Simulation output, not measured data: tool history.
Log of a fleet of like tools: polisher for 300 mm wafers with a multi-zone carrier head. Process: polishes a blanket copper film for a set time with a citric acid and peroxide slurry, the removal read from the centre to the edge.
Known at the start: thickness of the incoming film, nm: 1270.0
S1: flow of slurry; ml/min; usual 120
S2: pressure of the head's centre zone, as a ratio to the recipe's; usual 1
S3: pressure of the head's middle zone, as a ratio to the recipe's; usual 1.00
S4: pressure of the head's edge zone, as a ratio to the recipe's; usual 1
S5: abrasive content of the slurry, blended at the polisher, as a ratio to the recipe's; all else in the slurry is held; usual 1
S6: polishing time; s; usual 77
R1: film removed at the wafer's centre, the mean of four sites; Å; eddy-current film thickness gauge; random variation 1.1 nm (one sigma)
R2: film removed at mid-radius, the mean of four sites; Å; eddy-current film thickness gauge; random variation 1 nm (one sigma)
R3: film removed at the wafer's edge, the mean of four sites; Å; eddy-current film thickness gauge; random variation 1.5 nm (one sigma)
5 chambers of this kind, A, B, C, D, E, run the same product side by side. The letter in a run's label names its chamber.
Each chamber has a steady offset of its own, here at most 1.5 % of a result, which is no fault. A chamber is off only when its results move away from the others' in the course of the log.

run,hour,S1,S2,S3,S4,S5,S6,R1,R2,R3
# hour 3.2: chamber E: worn pad replaced by a new one
1C,4.0,120,1,1.00,1,1,77,1302.9,1304.20,1293.6
2B,8.0,120,1,1.00,1,1,77,1311.1,1307.70,1280.1
3A,11.2,120,1,1.00,1,1,77,1302.3,1331.60,1304.9
4E,15.5,120,1,1.00,1,1,77,1314.2,1303.90,1313.9
# hour 15.9: chamber B: worn pad replaced by a new one
# hour 16.5: chamber C: worn pad replaced by a new one
5D,18.7,120,1,1.00,1,1,77,1291.7,1303.10,1316.7
# hour 19.3: chamber C: slurry nozzle cleaned
# hour 20.9: chamber D: worn pad replaced by a new one
6A,22.6,120,1,0.90,1,1,61,1043.2,958.15,1030.8
# hour 24.6: chamber A: edge zone pressure recalibrated
7C,25.3,120,1,0.90,1,1,61,1035.7,937.04,1031.7
8B,29.0,120,1,0.90,1,1,61,1038.8,931.46,1026.3
9D,33.4,120,1,0.90,1,1,61,1034.1,936.25,1012.9
10E,35.6,120,1,0.90,1,1,61,1035.3,935.12,1061.9
11B,38.1,120,1,1.00,1,1,77,1300.6,1301.30,1287.4
12A,40.6,120,1,1.00,1,1,77,1315.6,1316.10,1313.0
13D,44.8,120,1,1.00,1,1,77,1296.2,1297.30,1333.2
14C,47.7,95,1,1.00,1,1,77,1222.6,1224.50,1229.9
15E,50.2,95,1,1.00,1,1,77,1214.3,1224.80,1300.0
16D,52.2,95,1,1.00,1,1,77,1207.4,1214.40,1277.3
# hour 53.3: chamber A: worn pad replaced by a new one
17B,54.4,95,1,1.00,1,1,77,1222.3,1222.80,1207.6
18A,58.4,95,1,1.00,1,1,77,1220.6,1244.00,1259.6
19C,60.6,120,1,1.00,1,1,77,1297.1,1309.30,1303.3
20E,64.7,120,1,1.00,1,1,90,1555.1,1534.40,1534.2
21D,68.9,120,1,1.00,1,1,90,1504.5,1473.60,1517.0
# hour 69.9: chamber E: edge zone pressure recalibrated
22A,72.2,120,1,1.00,1,1,90,1519.3,1574.50,1512.7
# hour 75.1: chamber E: worn pad replaced by a new one
23C,75.3,120,1,1.00,1,1,90,1531.8,1557.50,1505.3
# hour 76.1: chamber D: worn pad replaced by a new one
24B,79.5,120,1,1.00,1,1,90,1528.0,1507.40,1520.4
25E,81.4,120,1,1.00,1,1,77,1298.8,1330.10,1320.3
# hour 81.8: chamber B: slurry nozzle cleaned
# hour 84.0: chamber B: centre zone pressure recalibrated
26B,84.7,120,1,1.00,1,1,77,1315.3,1286.80,1319.1
# hour 86.2: chamber B: worn pad replaced by a new one
27E,87.3,120,1,1.11,1,1,77,1325.2,1455.90,1346.4
28A,91.4,120,1,1.11,1,1,77,1316.3,1458.80,1300.6
29D,95.4,120,1,1.11,1,1,77,1251.0,1381.60,1274.0
30C,97.6,120,1,1.11,1,1,77,1305.4,1434.20,1302.1
31A,99.8,120,1,1.11,1,1,77,1313.4,1463.70,1320.9
32D,103.4,120,1,1.00,1,1,77,1218.1,1253.20,1267.9
33C,106.2,120,1,1.00,1,1,77,1301.7,1303.10,1283.4
34B,108.7,120,1,1.00,1,1,77,1315.9,1291.20,1305.5
35E,111.1,120,1,1.00,1,1,77,1313.1,1319.10,1341.3

What goes on in this fleet: one chamber off, a drifting gauge, or nothing beyond the chambers' own small offsets? Name the chamber and the cause, if any.

Chamber D drifts away from the others.
Cause: slurry flow missing at the pad, % = 21.

Here are 4 candidates for chamber D's next run, each the usual settings with a change, their results left as question marks. Which one brings its results back in line with what the others give on the usual settings?
In line means no further than this from the other chambers' mean on the usual settings: R1 38.0 Å; R2 36.00 Å; R3 51.0 Å
36D-1,114.3,125,1.02,1.02,0.98,1,80,?,?,?
36D-2,114.3,130,1.04,1.05,0.96,1,84,?,?,?
36D-3,114.3,115,0.98,0.98,1.02,1,74,?,?,?
36D-4,114.3,110,0.96,0.96,1.04,1,71,?,?,?

The other chambers' mean on the usual settings: R1 1310.2 Å; R2 1310.60 Å; R3 1305.8 Å
run,R1,R2,R3
36D-1,1307.5,1307.60,1294.7
36D-2,1420.9,1426.20,1354.5
36D-3,1123.8,1136.80,1203.4
36D-4,1036.6,1055.10,1156.1
36D-1 brings the chamber back in line.
